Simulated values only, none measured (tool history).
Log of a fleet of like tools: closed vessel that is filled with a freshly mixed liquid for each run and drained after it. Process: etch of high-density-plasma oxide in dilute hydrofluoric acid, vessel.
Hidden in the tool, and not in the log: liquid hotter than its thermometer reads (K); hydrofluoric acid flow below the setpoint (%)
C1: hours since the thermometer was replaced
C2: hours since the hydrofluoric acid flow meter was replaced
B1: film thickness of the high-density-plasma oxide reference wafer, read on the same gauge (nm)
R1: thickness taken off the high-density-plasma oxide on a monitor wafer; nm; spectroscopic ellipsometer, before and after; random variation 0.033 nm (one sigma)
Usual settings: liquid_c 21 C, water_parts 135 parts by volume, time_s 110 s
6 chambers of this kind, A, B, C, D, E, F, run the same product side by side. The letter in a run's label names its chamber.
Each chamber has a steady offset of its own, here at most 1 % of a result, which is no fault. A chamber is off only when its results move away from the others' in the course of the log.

Run 1D, hour 5.2: usual settings; C1 836.3; C2 459.7; B1 109.99. Result: R1 4.0723 nm.
Run 2B, hour 11.9: usual settings; C1 403; C2 692.1; B1 109.96. Result: R1 4.0213 nm.
Run 3E, hour 18.8: usual settings; C1 2860.9; C2 469.5; B1 110. Result: R1 4.1185 nm.
Run 4A, hour 28.4: usual settings; C1 78.2; C2 711.5; B1 109.99. Result: R1 4.1773 nm.
Run 5F, hour 34.6: usual settings; C1 1038; C2 1135.3; B1 110.02. Result: R1 4.1156 nm.
Run 6C, hour 40.6: usual settings; C1 1274.2; C2 1306.5; B1 110.03. Result: R1 4.1169 nm.
Run 7F, hour 48.2: usual settings but liquid_c 19 C, water_parts 105 parts by volume; C1 1051.6; C2 1148.9; B1 109.99. Result: R1 4.9607 nm.
Run 8B, hour 58.2: usual settings but liquid_c 19 C, water_parts 105 parts by volume; C1 449.3; C2 738.4; B1 110.01. Result: R1 4.9782 nm.
Run 9D, hour 66: usual settings but liquid_c 19 C, water_parts 105 parts by volume; C1 897.1; C2 520.5; B1 110.03. Result: R1 5.076 nm.
Run 10A, hour 76: usual settings but liquid_c 19 C, water_parts 105 parts by volume; C1 125.8; C2 759.1; B1 110.01. Result: R1 5.088 nm.
Run 11C, hour 83.3: usual settings but liquid_c 19 C, water_parts 105 parts by volume; C1 1316.9; C2 1349.2; B1 109.97. Result: R1 5.0286 nm.
Run 12E, hour 94: usual settings but liquid_c 19 C, water_parts 105 parts by volume; C1 2936.1; C2 544.7; B1 109.95. Result: R1 4.9897 nm.
Run 13D, hour 99.9: usual settings; C1 931; C2 554.4; B1 110.03. Result: R1 4.117 nm.
Run 14A, hour 109.3: usual settings but liquid_c 17.5 C, water_parts 100 parts by volume; C1 159.1; C2 792.4; B1 110.03. Result: R1 5.0361 nm.
Run 15C, hour 116.6: usual settings but liquid_c 17.5 C, water_parts 100 parts by volume; C1 1350.2; C2 1382.5; B1 109.98. Result: R1 4.999 nm.
Run 16E, hour 126.6: usual settings but liquid_c 17.5 C, water_parts 100 parts by volume; C1 2968.7; C2 577.3; B1 110.06. Result: R1 5.0102 nm.
Run 17B, hour 135.3: usual settings but liquid_c 17.5 C, water_parts 100 parts by volume; C1 526.4; C2 815.5; B1 110.03. Result: R1 4.8784 nm.
At hour 140.6: chamber E: thermometer replaced.
Run 18F, hour 142.1: usual settings but liquid_c 17.5 C, water_parts 100 parts by volume; C1 1145.5; C2 1242.8; B1 109.96. Result: R1 4.8927 nm.
Run 19A, hour 153.1: usual settings but liquid_c 17.5 C, water_parts 100 parts by volume; C1 202.9; C2 836.2; B1 110.04. Result: R1 5.0944 nm.
Run 20F, hour 157.9: usual settings; C1 1161.3; C2 1258.6; B1 109.97. Result: R1 4.0845 nm.
Run 21E, hour 163: usual settings; C1 22.5; C2 613.7; B1 109.99. Result: R1 4.0943 nm.
Run 22B, hour 171.3: usual settings; C1 562.4; C2 851.5; B1 110.01. Result: R1 4.1039 nm.
Run 23C, hour 179: usual settings; C1 1412.6; C2 1444.9; B1 110.02. Result: R1 4.0875 nm.
Run 24D, hour 185.4: usual settings but water_parts 75 parts by volume; C1 1016.5; C2 639.9; B1 109.98. Result: R1 7.8436 nm.
Run 25E, hour 191.1: usual settings but water_parts 75 parts by volume; C1 50.6; C2 641.8; B1 109.96. Result: R1 7.9621 nm.
Run 26B, hour 197.3: usual settings but water_parts 75 parts by volume; C1 588.4; C2 877.5; B1 109.99. Result: R1 7.8028 nm.
Run 27C, hour 203.5: usual settings but water_parts 75 parts by volume; C1 1437.1; C2 1469.4; B1 110.02. Result: R1 8.0286 nm.
Run 28F, hour 212: usual settings but water_parts 75 parts by volume; C1 1215.4; C2 1312.7; B1 110. Result: R1 7.8251 nm.
Run 29A, hour 222.7: usual settings but water_parts 75 parts by volume; C1 272.5; C2 905.8; B1 109.99. Result: R1 8.0052 nm.
Run 30D, hour 231: usual settings; C1 1062.1; C2 685.5; B1 109.92. Result: R1 3.9604 nm.
Run 31E, hour 241.7: usual settings; C1 101.2; C2 692.4; B1 110. Result: R1 4.1765 nm.
Run 32C, hour 249.2: usual settings; C1 1482.8; C2 1515.1; B1 109.99. Result: R1 4.1266 nm.
Run 33D, hour 258.6: usual settings; C1 1089.7; C2 713.1; B1 110. Result: R1 3.9437 nm.
Run 34F, hour 267.7: usual settings; C1 1271.1; C2 1368.4; B1 110.02. Result: R1 4.0219 nm.
Run 35B, hour 277.2: usual settings; C1 668.3; C2 957.4; B1 110.01. Result: R1 4.0373 nm.
Run 36A, hour 282.8: usual settings; C1 332.6; C2 965.9; B1 109.96. Result: R1 4.0783 nm.
Run 37C, hour 291.3: usual settings; C1 1524.9; C2 1557.2; B1 109.98. Result: R1 4.0513 nm.
Run 38E, hour 300.8: usual settings; C1 160.3; C2 751.5; B1 110.03. Result: R1 4.1131 nm.
Run 39F, hour 305.7: usual settings; C1 1309.1; C2 1406.4; B1 110.02. Result: R1 4.1656 nm.
Run 40A, hour 315.8: usual settings; C1 365.6; C2 998.9; B1 110.02. Result: R1 4.1226 nm.
Run 41D, hour 320.7: usual settings; C1 1151.8; C2 775.2; B1 110.01. Result: R1 3.9083 nm.
Run 42B, hour 331.3: usual settings; C1 722.4; C2 1011.5; B1 109.94. Result: R1 4.0811 nm.
Run 43F, hour 340.1: usual settings; C1 1343.5; C2 1440.8; B1 110.01. Result: R1 4.0475 nm.

All 6 chambers run these settings next. Forecast each chamber's results:
Run 44A, hour 348: usual settings. Result: R1 ?.
Run 44B, hour 348: usual settings. Result: R1 ?.
Run 44C, hour 348: usual settings. Result: R1 ?.
Run 44D, hour 348: usual settings. Result: R1 ?.
Run 44E, hour 348: usual settings. Result: R1 ?.
Run 44F, hour 348: usual settings. Result: R1 ?.

run      R1
44A   4.103
44B  4.0406
44C  4.0909
44D  3.9159
44E  4.1322
44F  4.0553
